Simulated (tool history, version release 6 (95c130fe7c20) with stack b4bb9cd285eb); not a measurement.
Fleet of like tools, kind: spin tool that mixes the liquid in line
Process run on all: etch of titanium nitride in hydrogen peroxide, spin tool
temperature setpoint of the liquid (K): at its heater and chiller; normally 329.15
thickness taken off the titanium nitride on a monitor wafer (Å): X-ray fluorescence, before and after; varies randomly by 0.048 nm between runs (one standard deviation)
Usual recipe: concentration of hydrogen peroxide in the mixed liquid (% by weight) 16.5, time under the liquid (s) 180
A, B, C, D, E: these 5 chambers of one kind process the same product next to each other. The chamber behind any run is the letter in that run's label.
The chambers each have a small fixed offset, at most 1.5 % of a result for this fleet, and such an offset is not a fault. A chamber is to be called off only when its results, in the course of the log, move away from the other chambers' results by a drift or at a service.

run,day,temperature setpoint of the liquid (K),concentration of hydrogen peroxide in the mixed liquid (% by weight),time under the liquid (s),"read-back film thickness of the titanium nitride reference wafer, read on the same gauge (nm)",thickness taken off the titanium nitride on a monitor wafer (Å)
# day 0.029: chamber C: peroxide flow meter replaced
# day 0.146: chamber D: new drum of peroxide connected
1C,0.246,329.15,16.5,180,119.98,77.137
2E,0.379,329.15,16.5,180,119.99,78.811
3A,0.529,329.15,16.5,180,119.96,77.729
4B,0.675,329.15,16.5,180,120.03,78.212
5D,0.871,329.15,16.5,180,120,76.517
6D,0.983,329.15,12,180,119.99,72.142
7B,1.179,329.15,12,180,120.06,73.341
8C,1.358,329.15,12,180,119.98,72.63
9E,1.567,329.15,12,180,119.99,73.313
10A,1.812,329.15,12,180,119.98,72.378
11B,2.038,329.15,16.5,180,120.01,77.913
# day 2.096: chamber D: heated supply line repaired
12A,2.192,329.15,16.5,180,120,76.87
13E,2.383,329.15,16.5,220,120,95.949
# day 2.471: chamber D: peroxide flow meter replaced
14C,2.625,329.15,16.5,220,120,94.397
15D,2.738,329.15,16.5,220,119.99,94.154
16D,2.904,329.15,16.5,220,119.99,94.971
17A,3.117,329.15,16.5,220,120.01,94.411
18C,3.346,329.15,16.5,180,120,76.098
# day 3.471: chamber B: thermometer replaced
19E,3.521,329.15,19.5,270,119.97,120.91
20B,3.75,329.15,19.5,270,120.01,120.94
# day 3.879: chamber B: peroxide flow meter replaced
21C,3.979,329.15,19.5,270,119.95,116.29
22B,4.133,329.15,19.5,270,120,120.4
23D,4.379,329.15,19.5,270,119.99,120.43
24E,4.521,322.15,16.5,125,119.98,33.425
25A,4.629,322.15,16.5,125,119.98,32.098
26B,4.8,322.15,16.5,125,120.03,32.575
27A,5.038,322.15,16.5,125,119.98,32.625
# day 5.112: chamber D: thermometer replaced
28E,5.279,322.15,16.5,125,120.03,33.547
29D,5.392,329.15,18.5,75,120.01,33.174
30C,5.621,329.15,18.5,75,119.98,32.232
31B,5.733,329.15,18.5,75,119.95,33.289
32D,5.888,329.15,18.5,75,119.99,32.879
33A,6.079,329.15,18.5,75,119.95,33.068
34E,6.275,329.15,21,270,120.04,121.96
35C,6.388,329.15,21,270,120,118.7
36B,6.629,329.15,21,270,119.97,122.2
37E,6.75,329.15,21,270,120.02,123.78
38A,6.954,329.15,21,270,120,122.37
39D,7.179,329.15,16.5,180,119.95,77.034
40C,7.383,329.15,16.5,180,120.02,74.221
41D,7.525,329.15,16.5,180,119.98,77.116
42A,7.675,329.15,16.5,180,119.98,77.888
43C,7.883,329.15,16.5,180,120.04,73.546
44E,8.079,329.15,16.5,180,120,78.93

All 5 chambers run these settings next. Forecast each chamber's results:
45A,8.258,329.15,16.5,180,,?
45B,8.258,329.15,16.5,180,,?
45C,8.258,329.15,16.5,180,,?
45D,8.258,329.15,16.5,180,,?
45E,8.258,329.15,16.5,180,,?

run,thickness taken off the titanium nitride on a monitor wafer (Å)
45A,77.567
45B,77.122
45C,72.794
45D,76.818
45E,78.109

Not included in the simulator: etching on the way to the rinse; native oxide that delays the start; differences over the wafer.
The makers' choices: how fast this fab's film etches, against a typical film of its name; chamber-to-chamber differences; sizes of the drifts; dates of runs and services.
